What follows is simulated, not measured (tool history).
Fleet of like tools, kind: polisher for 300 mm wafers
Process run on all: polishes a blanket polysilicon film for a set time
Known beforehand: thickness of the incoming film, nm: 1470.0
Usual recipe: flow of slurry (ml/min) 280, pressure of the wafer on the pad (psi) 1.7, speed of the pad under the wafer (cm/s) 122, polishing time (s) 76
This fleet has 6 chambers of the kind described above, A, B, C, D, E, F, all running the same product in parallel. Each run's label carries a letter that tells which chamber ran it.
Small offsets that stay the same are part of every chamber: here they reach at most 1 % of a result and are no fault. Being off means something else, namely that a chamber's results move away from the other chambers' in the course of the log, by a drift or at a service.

run   hour  flow of slurry (ml/min)  pressure of the wafer on the pad (psi)  speed of the pad under the wafer (cm/s)  polishing time (s)  film removed (Å)
       1.7  -- chamber B: worn pad replaced by a new one
 1D    2.6                      280                                     1.7                                      122                  76            4447.2
 2A    6.7                      280                                     1.7                                      122                  76            4400.9
 3B   11.0                      280                                     1.7                                      122                  76            4482.9
 4E   14.0                      280                                     1.7                                      122                  76            4395.2
 5C   18.5                      280                                     1.7                                      122                  76            4417.0
 6F   21.5                      280                                     1.7                                      122                  76            4421.9
      21.7  -- chamber E: worn pad replaced by a new one
 7F   25.6                      280                                     1.7                                      122                  76            4410.9
 8B   30.0                      280                                     1.7                                      122                  76            4466.4
 9E   33.0                      280                                     1.7                                      122                  76            4416.5
      35.7  -- chamber D: worn pad replaced by a new one
10C   36.0                      280                                     1.7                                      122                  76            4416.3
11D   40.6                      280                                     1.7                                      122                  76            4368.6
12A   45.0                      280                                     1.7                                      122                  76            4366.7
13C   49.2                      280                                     1.3                                      122                  76            3392.7
14E   51.5                      280                                     1.3                                      122                  76            3386.0
15D   56.0                      280                                     1.3                                      122                  76            3412.8
16B   60.9                      280                                     1.3                                      122                  76            3416.6
17F   63.0                      280                                     1.3                                      122                  76            3368.3
18A   65.9                      280                                     1.3                                      122                  76            3282.1
19E   69.3                      280                                     1.7                                      122                  76            4348.7
20B   72.4                      280                                     1.7                                      122                  76            4462.6
21D   77.2                      280                                     1.7                                      122                  76            4419.2
22F   79.9                      280                                     1.7                                      122                  76            4369.1
23C   84.3                      280                                     1.7                                      122                  76            4382.4
24A   88.2                      280                                     1.7                                      122                  76            4287.6
25F   92.2                      280                                     1.7                                      122                  76            4374.5
      92.9  -- chamber B: worn pad replaced by a new one
      94.0  -- chamber D: slurry nozzle cleaned
26B   96.3                      280                                     1.7                                      122                  76            4477.7
27D   99.0                      280                                     1.7                                      122                  76            4490.9
28A  101.2                      340                                     1.7                                      100                  76            3477.5
29C  105.1                      340                                     1.7                                      100                  76            3720.7
30E  107.4                      340                                     1.7                                      100                  76            3708.2
31D  109.8                      340                                     1.7                                      100                  76            3667.2
     112.5  -- chamber F: worn pad replaced by a new one
32F  114.6                      340                                     1.7                                      100                  76            3652.2
33A  117.2                      340                                     1.7                                      100                  76            3505.2
34B  121.2                      280                                     1.7                                      122                  76            4466.7
35E  124.7                      280                                     1.7                                      122                  76            4478.4
36C  126.9                      280                                     1.7                                      122                  76            4398.9
37D  130.6                      280                                     1.3                                      122                  76            3434.7
38B  133.4                      280                                     1.3                                      122                  76            3434.9
39C  137.8                      280                                     1.3                                      122                  76            3356.4
40E  140.7                      280                                     1.3                                      122                  76            3398.4
41A  143.1                      280                                     1.3                                      122                  76            3123.0
42F  145.6                      280                                     1.3                                      122                  76            3401.9
43A  148.7                      280                                     1.7                                      122                  76            4105.0

Is one chamber off against the others, does the gauge drift, or is nothing wrong? If a chamber is off, say which, and what the likeliest cause is.

One chamber, A, drifts off from the rest bit by bit.
What lies behind it: removal rate lost through wear of the pad, % = 7.04.
The log might look much the same if the cause were instead: slurry flow missing at the pad, %; head's pressure below its setpoint, %.

Chamber A could run next with any of the 4 candidate recipes listed below; each alters the usual settings, and their results appear as question marks. Which one brings its results back in line with what the other chambers deliver on the usual settings?
To be in line, a result may differ from the other chambers' mean on the usual settings by at most: film removed (Å) 110.0
44A-1  152.2                      280                                     1.7                                      122                  70                 ?
44A-2  152.2                      280                                     1.7                                      116                  71                 ?
44A-3  152.2                      280                                     1.7                                      126                  79                 ?
44A-4  152.2                      280                                     1.8                                      126                  79                 ?

Usual-settings mean across the other chambers: film removed (Å) 4432.7
  run  film removed (Å)
44A-1            3769.4
44A-2            3637.4
44A-3            4392.0
44A-4            4653.0
44A-3 brings the chamber back in line.
